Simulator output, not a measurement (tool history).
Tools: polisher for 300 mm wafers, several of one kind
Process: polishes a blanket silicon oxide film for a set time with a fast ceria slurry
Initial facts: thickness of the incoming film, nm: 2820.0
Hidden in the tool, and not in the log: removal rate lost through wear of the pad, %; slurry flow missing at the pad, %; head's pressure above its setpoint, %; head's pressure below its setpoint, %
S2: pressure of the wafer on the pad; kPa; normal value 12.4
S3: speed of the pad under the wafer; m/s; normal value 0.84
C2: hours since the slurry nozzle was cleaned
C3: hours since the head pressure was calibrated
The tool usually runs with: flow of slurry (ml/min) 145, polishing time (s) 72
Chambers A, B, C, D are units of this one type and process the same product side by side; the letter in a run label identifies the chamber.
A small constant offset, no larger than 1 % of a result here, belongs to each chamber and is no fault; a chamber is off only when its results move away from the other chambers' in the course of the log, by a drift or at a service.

run 1C hour=3.6 | flow_of_slurry_(ml/min)=145 S2=12.4 S3=0.84 polishing_time_(s)=72 | wafers_polished_on_this_pad=44 C2=255.8 C3=502.6 | film_removed_(angstrom)=6188
run 2B hour=8 | flow_of_slurry_(ml/min)=145 S2=12.4 S3=0.84 polishing_time_(s)=72 | wafers_polished_on_this_pad=923 C2=456.8 C3=795 | film_removed_(angstrom)=6089.2
run 3D hour=13 | flow_of_slurry_(ml/min)=145 S2=12.4 S3=0.84 polishing_time_(s)=72 | wafers_polished_on_this_pad=217 C2=23.5 C3=113.2 | film_removed_(angstrom)=6183
run 4A hour=16.7 | flow_of_slurry_(ml/min)=145 S2=12.4 S3=0.84 polishing_time_(s)=72 | wafers_polished_on_this_pad=440 C2=397.9 C3=117.1 | film_removed_(angstrom)=6221.4
run 5A hour=23 | flow_of_slurry_(ml/min)=145 S2=12.4 S3=0.84 polishing_time_(s)=72 | wafers_polished_on_this_pad=504 C2=404.2 C3=123.4 | film_removed_(angstrom)=6194.8
run 6C hour=26.6 | flow_of_slurry_(ml/min)=145 S2=12.4 S3=0.84 polishing_time_(s)=72 | wafers_polished_on_this_pad=275 C2=278.8 C3=525.6 | film_removed_(angstrom)=6076.5
run 7B hour=31.7 | flow_of_slurry_(ml/min)=145 S2=12.4 S3=0.84 polishing_time_(s)=72 | wafers_polished_on_this_pad=1162 C2=480.5 C3=818.7 | film_removed_(angstrom)=6136.6
run 8D hour=39.2 | flow_of_slurry_(ml/min)=145 S2=12.4 S3=0.84 polishing_time_(s)=72 | wafers_polished_on_this_pad=482 C2=49.7 C3=139.4 | film_removed_(angstrom)=6149
-- hour=43 chamber B: worn pad replaced by a new one
run 9D hour=46.3 | flow_of_slurry_(ml/min)=145 S2=12.4 S3=0.84 polishing_time_(s)=72 | wafers_polished_on_this_pad=553 C2=56.8 C3=146.5 | film_removed_(angstrom)=6063
run 10A hour=49.8 | flow_of_slurry_(ml/min)=145 S2=12.4 S3=0.84 polishing_time_(s)=72 | wafers_polished_on_this_pad=774 C2=431 C3=150.2 | film_removed_(angstrom)=6217
-- hour=51 chamber A: worn pad replaced by a new one
run 11C hour=56.3 | flow_of_slurry_(ml/min)=145 S2=12.4 S3=0.84 polishing_time_(s)=72 | wafers_polished_on_this_pad=575 C2=308.5 C3=555.3 | film_removed_(angstrom)=6122
-- hour=61 chamber D: worn pad replaced by a new one
run 12B hour=62.8 | flow_of_slurry_(ml/min)=145 S2=12.4 S3=0.84 polishing_time_(s)=72 | wafers_polished_on_this_pad=200 C2=511.6 C3=849.8 | film_removed_(angstrom)=6079.1
run 13A hour=66.7 | flow_of_slurry_(ml/min)=145 S2=12.4 S3=0.84 polishing_time_(s)=72 | wafers_polished_on_this_pad=159 C2=447.9 C3=167.1 | film_removed_(angstrom)=6241.5
-- hour=73 chamber C: worn pad replaced by a new one
run 14D hour=73.6 | flow_of_slurry_(ml/min)=145 S2=12.4 S3=0.84 polishing_time_(s)=72 | wafers_polished_on_this_pad=127 C2=84.1 C3=173.8 | film_removed_(angstrom)=6167.9
run 15C hour=79.2 | flow_of_slurry_(ml/min)=145 S2=12.4 S3=0.84 polishing_time_(s)=72 | wafers_polished_on_this_pad=63 C2=331.4 C3=578.2 | film_removed_(angstrom)=6197.1
run 16B hour=85 | flow_of_slurry_(ml/min)=145 S2=12.4 S3=0.84 polishing_time_(s)=72 | wafers_polished_on_this_pad=423 C2=533.8 C3=872 | film_removed_(angstrom)=6277.5
run 17C hour=92.4 | flow_of_slurry_(ml/min)=185 S2=12.4 S3=0.84 polishing_time_(s)=72 | wafers_polished_on_this_pad=196 C2=344.6 C3=591.4 | film_removed_(angstrom)=6332.2
run 18D hour=98 | flow_of_slurry_(ml/min)=185 S2=12.4 S3=0.84 polishing_time_(s)=72 | wafers_polished_on_this_pad=373 C2=108.5 C3=198.2 | film_removed_(angstrom)=6422.7
-- hour=101.2 chamber C: slurry nozzle cleaned
run 19A hour=102.2 | flow_of_slurry_(ml/min)=185 S2=12.4 S3=0.84 polishing_time_(s)=72 | wafers_polished_on_this_pad=516 C2=483.4 C3=202.6 | film_removed_(angstrom)=6463.2
run 20B hour=108.7 | flow_of_slurry_(ml/min)=185 S2=12.4 S3=0.84 polishing_time_(s)=72 | wafers_polished_on_this_pad=662 C2=557.5 C3=895.7 | film_removed_(angstrom)=6309.3
run 21B hour=112.6 | flow_of_slurry_(ml/min)=145 S2=12.4 S3=0.84 polishing_time_(s)=72 | wafers_polished_on_this_pad=701 C2=561.4 C3=899.6 | film_removed_(angstrom)=6154.7
run 22D hour=117.8 | flow_of_slurry_(ml/min)=145 S2=12.4 S3=0.84 polishing_time_(s)=72 | wafers_polished_on_this_pad=573 C2=128.3 C3=218 | film_removed_(angstrom)=6116.3
-- hour=119.2 chamber B: head pressure recalibrated
run 23A hour=122.9 | flow_of_slurry_(ml/min)=145 S2=12.4 S3=0.84 polishing_time_(s)=72 | wafers_polished_on_this_pad=725 C2=504.1 C3=223.3 | film_removed_(angstrom)=6158.8
run 24C hour=127.5 | flow_of_slurry_(ml/min)=145 S2=11 S3=0.84 polishing_time_(s)=72 | wafers_polished_on_this_pad=549 C2=26.3 C3=626.5 | film_removed_(angstrom)=5439
-- hour=130.3 chamber D: worn pad replaced by a new one
-- hour=131.4 chamber A: worn pad replaced by a new one
run 25A hour=134 | flow_of_slurry_(ml/min)=145 S2=11 S3=0.84 polishing_time_(s)=72 | wafers_polished_on_this_pad=26 C2=515.2 C3=234.4 | film_removed_(angstrom)=5528.6
-- hour=135.8 chamber C: worn pad replaced by a new one
run 26B hour=139.2 | flow_of_slurry_(ml/min)=145 S2=11 S3=0.84 polishing_time_(s)=72 | wafers_polished_on_this_pad=970 C2=588 C3=20.1 | film_removed_(angstrom)=4770.3
run 27C hour=146.8 | flow_of_slurry_(ml/min)=145 S2=11 S3=0.84 polishing_time_(s)=72 | wafers_polished_on_this_pad=111 C2=45.6 C3=645.8 | film_removed_(angstrom)=5443.1
run 28D hour=154 | flow_of_slurry_(ml/min)=145 S2=14.5 S3=1.06 polishing_time_(s)=72 | wafers_polished_on_this_pad=239 C2=164.5 C3=254.2 | film_removed_(angstrom)=9216.6
run 29D hour=159.4 | flow_of_slurry_(ml/min)=145 S2=14.5 S3=1.06 polishing_time_(s)=72 | wafers_polished_on_this_pad=293 C2=169.9 C3=259.6 | film_removed_(angstrom)=9040.9
run 30C hour=164.7 | flow_of_slurry_(ml/min)=145 S2=14.5 S3=1.06 polishing_time_(s)=72 | wafers_polished_on_this_pad=291 C2=63.5 C3=663.7 | film_removed_(angstrom)=8903.8
run 31B hour=171.2 | flow_of_slurry_(ml/min)=145 S2=14.5 S3=1.06 polishing_time_(s)=72 | wafers_polished_on_this_pad=1292 C2=620 C3=52.1 | film_removed_(angstrom)=8151.1
run 32A hour=178.8 | flow_of_slurry_(ml/min)=145 S2=12.4 S3=0.84 polishing_time_(s)=72 | wafers_polished_on_this_pad=477 C2=560 C3=279.2 | film_removed_(angstrom)=6324.3
run 33B hour=184.1 | flow_of_slurry_(ml/min)=145 S2=12.4 S3=0.84 polishing_time_(s)=72 | wafers_polished_on_this_pad=1422 C2=632.9 C3=65 | film_removed_(angstrom)=5497.9

Has any chamber moved away from the others, gradually or after a service, or does the common gauge drift, or do the chambers differ only by their own small steady offsets? State the chamber and the most likely cause if one applies.

Chamber B came out of a service off from its peers and stayed that way.
Likeliest cause: head's pressure below its setpoint, % = 10.6.

Here are 4 candidates for chamber B's next run, each the usual settings with a change, their results left as question marks. Which one brings its results back in line with what the others give on the usual settings?
A result is in line if it is within this distance of the other chambers' mean on the usual settings: film removed (angstrom) 220
run 34B-1 hour=189.9 | flow_of_slurry_(ml/min)=145 S2=13.8 S3=0.84 polishing_time_(s)=72 | film_removed_(angstrom)=?
run 34B-2 hour=189.9 | flow_of_slurry_(ml/min)=145 S2=12.4 S3=0.74 polishing_time_(s)=64 | film_removed_(angstrom)=?
run 34B-3 hour=189.9 | flow_of_slurry_(ml/min)=145 S2=15.9 S3=0.84 polishing_time_(s)=72 | film_removed_(angstrom)=?
run 34B-4 hour=189.9 | flow_of_slurry_(ml/min)=145 S2=11.7 S3=0.84 polishing_time_(s)=68 | film_removed_(angstrom)=?

The mean the other chambers reach with the usual settings: film removed (angstrom) 6142.2
run=34B-1 film_removed_(angstrom)=6094.9
run=34B-2 film_removed_(angstrom)=4280.3
run=34B-3 film_removed_(angstrom)=7021.5
run=34B-4 film_removed_(angstrom)=4881.2
34B-1 is the one that brings the chamber's results back in line with the other chambers.
